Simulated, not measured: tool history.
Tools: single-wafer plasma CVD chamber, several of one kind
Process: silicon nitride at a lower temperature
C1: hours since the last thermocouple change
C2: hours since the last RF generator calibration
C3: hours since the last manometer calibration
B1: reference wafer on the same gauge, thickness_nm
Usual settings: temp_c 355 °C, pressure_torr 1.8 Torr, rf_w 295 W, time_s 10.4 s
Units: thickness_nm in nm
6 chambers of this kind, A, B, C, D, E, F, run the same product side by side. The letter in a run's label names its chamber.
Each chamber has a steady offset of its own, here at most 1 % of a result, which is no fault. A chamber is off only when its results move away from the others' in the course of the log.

Run 1A, hour 2.9: usual settings; C1 744.5; C2 132.1; C3 1420.1; B1 10.601. Result: thickness_nm 12.484 nm.
Run 2F, hour 6.7: usual settings; C1 265.8; C2 895.6; C3 424.7; B1 10.599. Result: thickness_nm 12.442 nm.
Run 3C, hour 12.2: usual settings; C1 163.1; C2 319.7; C3 720.1; B1 10.594. Result: thickness_nm 12.5 nm.
Run 4D, hour 16.4: usual settings; C1 2197; C2 217.8; C3 759.2; B1 10.59. Result: thickness_nm 12.419 nm.
Run 5E, hour 20.9: usual settings; C1 60.2; C2 190.7; C3 242.3; B1 10.595. Result: thickness_nm 12.415 nm.
Run 6B, hour 24.1: usual settings; C1 1809.4; C2 2245.4; C3 585.8; B1 10.602. Result: thickness_nm 12.559 nm.
Run 7F, hour 27.2: usual settings; C1 286.3; C2 916.1; C3 445.2; B1 10.611. Result: thickness_nm 12.37 nm.
Run 8C, hour 32.3: usual settings; C1 183.2; C2 339.8; C3 740.2; B1 10.602. Result: thickness_nm 12.518 nm.
Run 9E, hour 37.2: usual settings; C1 76.5; C2 207; C3 258.6; B1 10.602. Result: thickness_nm 12.391 nm.
Run 10A, hour 39.9: usual settings; C1 781.5; C2 169.1; C3 1457.1; B1 10.606. Result: thickness_nm 12.463 nm.
Run 11D, hour 45: usual settings; C1 2225.6; C2 246.4; C3 787.8; B1 10.602. Result: thickness_nm 12.481 nm.
Run 12B, hour 49.8: usual settings but temp_c 365 °C, pressure_torr 2.03 Torr; C1 1835.1; C2 2271.1; C3 611.5; B1 10.604. Result: thickness_nm 12.948 nm.
Run 13E, hour 53.4: usual settings but temp_c 365 °C, pressure_torr 2.03 Torr; C1 92.7; C2 223.2; C3 274.8; B1 10.596. Result: thickness_nm 12.818 nm.
Run 14B, hour 58: usual settings but temp_c 365 °C, pressure_torr 2.03 Torr; C1 1843.3; C2 2279.3; C3 619.7; B1 10.593. Result: thickness_nm 12.913 nm.
At hour 60.9: chamber D: thermocouple changed; heater temperature recalibrated.
Run 15A, hour 61.3: usual settings but temp_c 365 °C, pressure_torr 2.03 Torr; C1 802.9; C2 190.5; C3 1478.5; B1 10.603. Result: thickness_nm 12.783 nm.
Run 16C, hour 64.7: usual settings but temp_c 365 °C, pressure_torr 2.03 Torr; C1 215.6; C2 372.2; C3 772.6; B1 10.6. Result: thickness_nm 12.845 nm.
Run 17D, hour 70: usual settings but temp_c 365 °C, pressure_torr 2.03 Torr; C1 9.2; C2 271.4; C3 812.8; B1 10.599. Result: thickness_nm 12.84 nm.
Run 18F, hour 75.3: usual settings; C1 334.4; C2 964.2; C3 493.3; B1 10.593. Result: thickness_nm 12.195 nm.
Run 19B, hour 79.8: usual settings; C1 1865.1; C2 2301.1; C3 641.5; B1 10.601. Result: thickness_nm 12.521 nm.
Run 20F, hour 82.6: usual settings; C1 341.7; C2 971.5; C3 500.6; B1 10.605. Result: thickness_nm 12.238 nm.
Run 21D, hour 85.2: usual settings; C1 24.4; C2 286.6; C3 828; B1 10.591. Result: thickness_nm 12.472 nm.
Run 22E, hour 87.9: usual settings; C1 127.2; C2 257.7; C3 309.3; B1 10.603. Result: thickness_nm 12.409 nm.
Run 23A, hour 92.6: usual settings; C1 834.2; C2 221.8; C3 1509.8; B1 10.599. Result: thickness_nm 12.383 nm.
Run 24C, hour 97.9: usual settings; C1 248.8; C2 405.4; C3 805.8; B1 10.603. Result: thickness_nm 12.486 nm.
Run 25C, hour 103.1: usual settings but temp_c 364 °C; C1 254; C2 410.6; C3 811; B1 10.602. Result: thickness_nm 12.428 nm.
Run 26A, hour 108.4: usual settings but temp_c 364 °C; C1 850; C2 237.6; C3 1525.6; B1 10.601. Result: thickness_nm 12.434 nm.
Run 27F, hour 111: usual settings but temp_c 364 °C; C1 370.1; C2 999.9; C3 529; B1 10.598. Result: thickness_nm 12.058 nm.
Run 28D, hour 116.1: usual settings but temp_c 364 °C; C1 55.3; C2 317.5; C3 858.9; B1 10.602. Result: thickness_nm 12.399 nm.
Run 29B, hour 118.7: usual settings but temp_c 364 °C; C1 1904; C2 2340; C3 680.4; B1 10.598. Result: thickness_nm 12.399 nm.
Run 30E, hour 122: usual settings but temp_c 364 °C; C1 161.3; C2 291.8; C3 343.4; B1 10.599. Result: thickness_nm 12.356 nm.
Run 31A, hour 124.7: usual settings; C1 866.3; C2 253.9; C3 1541.9; B1 10.607. Result: thickness_nm 12.451 nm.
Run 32C, hour 128.7: usual settings; C1 279.6; C2 436.2; C3 836.6; B1 10.601. Result: thickness_nm 12.521 nm.
Run 33D, hour 133: usual settings; C1 72.2; C2 334.4; C3 875.8; B1 10.6. Result: thickness_nm 12.452 nm.
Run 34B, hour 137.6: usual settings; C1 1922.9; C2 2358.9; C3 699.3; B1 10.609. Result: thickness_nm 12.461 nm.
Run 35E, hour 142.4: usual settings but temp_c 342 °C, rf_w 275 W; C1 181.7; C2 312.2; C3 363.8; B1 10.601. Result: thickness_nm 11.901 nm.
Run 36F, hour 145.8: usual settings but temp_c 342 °C, rf_w 275 W; C1 404.9; C2 1034.7; C3 563.8; B1 10.595. Result: thickness_nm 11.381 nm.

All 6 chambers run these settings next. Forecast each chamber's results:
Run 37A, hour 149.9: usual settings but rf_w 325 W. Result: thickness_nm ?.
Run 37B, hour 149.9: usual settings but rf_w 325 W. Result: thickness_nm ?.
Run 37C, hour 149.9: usual settings but rf_w 325 W. Result: thickness_nm ?.
Run 37D, hour 149.9: usual settings but rf_w 325 W. Result: thickness_nm ?.
Run 37E, hour 149.9: usual settings but rf_w 325 W. Result: thickness_nm ?.
Run 37F, hour 149.9: usual settings but rf_w 325 W. Result: thickness_nm ?.

run  thickness_nm
37A        13.257
37B        13.362
37C        13.339
37D        13.288
37E        13.321
37F        12.763

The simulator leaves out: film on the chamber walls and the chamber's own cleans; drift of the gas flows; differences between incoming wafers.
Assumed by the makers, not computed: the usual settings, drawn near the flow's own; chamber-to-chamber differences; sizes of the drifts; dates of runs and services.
